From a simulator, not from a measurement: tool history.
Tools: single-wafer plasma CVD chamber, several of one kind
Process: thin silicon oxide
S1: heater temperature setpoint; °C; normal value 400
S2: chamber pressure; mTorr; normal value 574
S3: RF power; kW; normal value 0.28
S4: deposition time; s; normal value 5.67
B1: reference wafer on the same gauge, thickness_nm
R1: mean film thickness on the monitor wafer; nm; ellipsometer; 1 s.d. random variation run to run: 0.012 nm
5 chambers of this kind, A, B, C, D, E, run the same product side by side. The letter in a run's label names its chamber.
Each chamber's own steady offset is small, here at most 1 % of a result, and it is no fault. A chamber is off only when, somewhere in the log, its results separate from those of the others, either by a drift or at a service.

run 1D hour=8.9 | S1=400 S2=574 S3=0.28 S4=5.67 | B1=6.872 | R1=7.1332
run 2A hour=16.9 | S1=400 S2=574 S3=0.28 S4=5.67 | B1=6.8727 | R1=7.11
run 3C hour=27.2 | S1=400 S2=574 S3=0.28 S4=5.67 | B1=6.8742 | R1=7.2152
run 4E hour=36.9 | S1=400 S2=574 S3=0.28 S4=5.67 | B1=6.8765 | R1=7.1855
run 5B hour=45 | S1=400 S2=574 S3=0.28 S4=5.67 | B1=6.8787 | R1=7.1569
run 6C hour=53.2 | S1=400 S2=574 S3=0.28 S4=5.67 | B1=6.8785 | R1=7.2272
run 7A hour=61.9 | S1=400 S2=574 S3=0.28 S4=5.67 | B1=6.8822 | R1=7.1359
run 8D hour=71.9 | S1=400 S2=574 S3=0.28 S4=5.67 | B1=6.882 | R1=7.1735
run 9B hour=77.8 | S1=400 S2=574 S3=0.28 S4=5.67 | B1=6.8821 | R1=7.1741
run 10E hour=88 | S1=400 S2=574 S3=0.28 S4=5.67 | B1=6.8871 | R1=7.1715
run 11A hour=96.3 | S1=400 S2=574 S3=0.28 S4=5.67 | B1=6.8869 | R1=7.1234
run 12E hour=103.4 | S1=400 S2=503 S3=0.28 S4=4.88 | B1=6.8846 | R1=5.3368
run 13D hour=113.2 | S1=400 S2=503 S3=0.28 S4=4.88 | B1=6.8872 | R1=5.3548
run 14B hour=123.8 | S1=400 S2=503 S3=0.28 S4=4.88 | B1=6.8907 | R1=5.3354
run 15C hour=133.6 | S1=400 S2=503 S3=0.28 S4=4.88 | B1=6.892 | R1=5.3749
run 16C hour=143 | S1=400 S2=503 S3=0.28 S4=4.88 | B1=6.8921 | R1=5.3712
run 17E hour=150.3 | S1=400 S2=574 S3=0.28 S4=5.67 | B1=6.8969 | R1=7.189
run 18A hour=160 | S1=400 S2=574 S3=0.28 S4=5.67 | B1=6.8972 | R1=7.143
run 19D hour=169.3 | S1=400 S2=574 S3=0.28 S4=5.67 | B1=6.9001 | R1=7.1645
-- hour=175.2 chamber D: RF generator calibrated
-- hour=175.8 chamber A: capacitance manometer re-zeroed and calibrated
run 20B hour=176.4 | S1=400 S2=574 S3=0.28 S4=5.67 | B1=6.8989 | R1=7.2034
run 21A hour=181.2 | S1=400 S2=574 S3=0.28 S4=5.67 | B1=6.904 | R1=7.1514
run 22B hour=186.9 | S1=400 S2=574 S3=0.28 S4=5.67 | B1=6.9018 | R1=7.1964
-- hour=190.8 chamber E: RF generator calibrated
run 23E hour=195.5 | S1=400 S2=574 S3=0.28 S4=5.67 | B1=6.905 | R1=7.207
run 24D hour=202.1 | S1=400 S2=574 S3=0.28 S4=5.67 | B1=6.9052 | R1=7.2103
run 25C hour=211 | S1=400 S2=574 S3=0.28 S4=5.67 | B1=6.9023 | R1=7.2465
run 26D hour=218.2 | S1=400 S2=574 S3=0.28 S4=5.67 | B1=6.9047 | R1=7.197
run 27B hour=223.8 | S1=391 S2=618 S3=0.28 S4=5.67 | B1=6.9088 | R1=7.8767
run 28C hour=229.1 | S1=391 S2=618 S3=0.28 S4=5.67 | B1=6.91 | R1=7.8777
run 29E hour=234.1 | S1=391 S2=618 S3=0.28 S4=5.67 | B1=6.9062 | R1=7.8535
run 30A hour=239 | S1=391 S2=618 S3=0.28 S4=5.67 | B1=6.9107 | R1=7.8048
run 31D hour=246.1 | S1=391 S2=618 S3=0.28 S4=5.67 | B1=6.9144 | R1=7.8438
run 32B hour=251.9 | S1=400 S2=574 S3=0.28 S4=5.67 | B1=6.9115 | R1=7.2113
run 33A hour=260.2 | S1=400 S2=574 S3=0.28 S4=5.67 | B1=6.9134 | R1=7.1636
run 34C hour=267.7 | S1=400 S2=574 S3=0.28 S4=5.67 | B1=6.9148 | R1=7.2617
run 35E hour=272.7 | S1=400 S2=574 S3=0.28 S4=5.67 | B1=6.915 | R1=7.2273
run 36B hour=279.5 | S1=400 S2=574 S3=0.28 S4=5.67 | B1=6.9201 | R1=7.214

The same settings go to every chamber for the next run, one line per chamber below. Forecast the results for each:
run 37A hour=287.4 | S1=400 S2=574 S3=0.28 S4=5.67 | R1=?
run 37B hour=287.4 | S1=400 S2=574 S3=0.28 S4=5.67 | R1=?
run 37C hour=287.4 | S1=400 S2=574 S3=0.28 S4=5.67 | R1=?
run 37D hour=287.4 | S1=400 S2=574 S3=0.28 S4=5.67 | R1=?
run 37E hour=287.4 | S1=400 S2=574 S3=0.28 S4=5.67 | R1=?

run=37A R1=7.1724
run=37B R1=7.2253
run=37C R1=7.2597
run=37D R1=7.1918
run=37E R1=7.224
